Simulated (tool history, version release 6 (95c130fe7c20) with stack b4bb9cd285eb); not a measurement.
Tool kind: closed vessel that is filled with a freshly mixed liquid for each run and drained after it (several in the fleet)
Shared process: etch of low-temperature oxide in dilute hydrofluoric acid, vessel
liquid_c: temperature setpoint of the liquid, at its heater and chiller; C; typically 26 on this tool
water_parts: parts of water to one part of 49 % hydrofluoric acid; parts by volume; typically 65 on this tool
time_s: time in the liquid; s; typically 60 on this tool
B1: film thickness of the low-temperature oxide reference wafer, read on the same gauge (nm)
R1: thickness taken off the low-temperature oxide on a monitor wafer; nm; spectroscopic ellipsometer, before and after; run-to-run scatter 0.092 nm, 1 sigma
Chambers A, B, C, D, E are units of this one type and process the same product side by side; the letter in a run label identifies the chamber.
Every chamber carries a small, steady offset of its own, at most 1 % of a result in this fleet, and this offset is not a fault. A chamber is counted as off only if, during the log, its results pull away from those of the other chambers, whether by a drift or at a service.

Run 1A, day 0.629: usual settings; B1 70.004. Result: R1 11.2250 nm.
Run 2E, day 0.958: usual settings; B1 69.975. Result: R1 11.2140 nm.
At day 1.254: chamber A: thermometer replaced.
Run 3D, day 1.375: usual settings; B1 69.991. Result: R1 11.2130 nm.
Run 4B, day 1.829: usual settings; B1 70.004. Result: R1 11.1210 nm.
At day 2.058: chamber D: thermometer replaced.
Run 5C, day 2.338: usual settings; B1 69.994. Result: R1 11.0840 nm.
Run 6E, day 2.904: usual settings; B1 70.028. Result: R1 11.1740 nm.
Run 7D, day 3.550: usual settings; B1 69.979. Result: R1 11.0720 nm.
Run 8A, day 3.958: usual settings; B1 70.019. Result: R1 11.0410 nm.
Run 9B, day 4.317: usual settings; B1 70.012. Result: R1 11.2300 nm.
Run 10C, day 4.808: usual settings; B1 69.991. Result: R1 10.9040 nm.
Run 11C, day 5.129: usual settings; B1 70.003. Result: R1 11.0400 nm.
Run 12A, day 5.733: usual settings; B1 69.993. Result: R1 10.9960 nm.
At day 5.850: chamber B: hydrofluoric acid flow meter replaced.
Run 13E, day 6.388: usual settings; B1 70.003. Result: R1 10.9290 nm.
Run 14B, day 6.729: usual settings but liquid_c 29 C, water_parts 80 parts by volume; B1 70.016. Result: R1 9.9613 nm.
At day 6.975: chamber B: thermometer replaced.
Run 15D, day 7.046: usual settings but liquid_c 29 C, water_parts 80 parts by volume; B1 70.014. Result: R1 10.0280 nm.
Run 16E, day 7.621: usual settings but liquid_c 29 C, water_parts 80 parts by volume; B1 69.999. Result: R1 9.9800 nm.
Run 17A, day 8.292: usual settings but liquid_c 29 C, water_parts 80 parts by volume; B1 70.004. Result: R1 9.4721 nm.
Run 18C, day 8.633: usual settings but liquid_c 29 C, water_parts 80 parts by volume; B1 69.991. Result: R1 9.9346 nm.
Run 19B, day 9.238: usual settings; B1 70.014. Result: R1 10.9970 nm.
Run 20D, day 9.554: usual settings; B1 69.988. Result: R1 11.1480 nm.
Run 21C, day 10.154: usual settings; B1 69.996. Result: R1 11.1520 nm.
Run 22A, day 10.646: usual settings but water_parts 35 parts by volume, time_s 30 s; B1 69.991. Result: R1 10.1400 nm.
Run 23D, day 11.238: usual settings but water_parts 35 parts by volume, time_s 30 s; B1 69.991. Result: R1 10.7500 nm.
Run 24B, day 11.758: usual settings but water_parts 35 parts by volume, time_s 30 s; B1 69.998. Result: R1 10.8120 nm.
Run 25E, day 12.312: usual settings but water_parts 35 parts by volume, time_s 30 s; B1 70.000. Result: R1 10.8270 nm.
Run 26B, day 12.892: usual settings but water_parts 35 parts by volume, time_s 30 s; B1 69.990. Result: R1 10.7920 nm.
Run 27E, day 13.267: usual settings; B1 70.007. Result: R1 11.1570 nm.
Run 28D, day 13.658: usual settings but liquid_c 24 C, time_s 75 s; B1 69.980. Result: R1 12.8580 nm.
Run 29A, day 14.171: usual settings but liquid_c 24 C, time_s 75 s; B1 69.997. Result: R1 11.8780 nm.
Run 30C, day 14.775: usual settings but liquid_c 24 C, time_s 75 s; B1 69.985. Result: R1 12.8150 nm.
Run 31A, day 15.367: usual settings but liquid_c 24 C, time_s 75 s; B1 70.001. Result: R1 11.7800 nm.
Run 32C, day 15.671: usual settings but liquid_c 24 C, time_s 75 s; B1 70.013. Result: R1 12.8290 nm.

Has any chamber moved away from the others, gradually or after a service, or does the common gauge drift, or do the chambers differ only by their own small steady offsets? State the chamber and the most likely cause if one applies.

It is chamber A that slowly wanders off from its peers.
Cause: hydrofluoric acid flow below the setpoint (%) = 8.76.
The log may not tell that from: liquid colder than its thermometer reads (K).

Which of the 4 candidates below, each the usual settings with something changed and its results left as question marks, puts chamber A back in line with what the other chambers give on the usual settings?
In-line tolerance around the mean of the other chambers on the usual settings: R1 0.3200 nm
Run 33A-1, day 16.158: usual settings but liquid_c 26.5 C, time_s 65 s. Result: R1 ?.
Run 33A-2, day 16.158: usual settings but time_s 55 s. Result: R1 ?.
Run 33A-3, day 16.158: usual settings but liquid_c 25.0 C. Result: R1 ?.
Run 33A-4, day 16.158: usual settings but liquid_c 27.0 C. Result: R1 ?.

The other chambers' mean on the usual settings: R1 11.1000 nm
  run       R1
33A-1  11.1560
33A-2   9.2542
33A-3   9.6962
33A-4  10.5040
It is 33A-1 that realigns the chamber with its peers.

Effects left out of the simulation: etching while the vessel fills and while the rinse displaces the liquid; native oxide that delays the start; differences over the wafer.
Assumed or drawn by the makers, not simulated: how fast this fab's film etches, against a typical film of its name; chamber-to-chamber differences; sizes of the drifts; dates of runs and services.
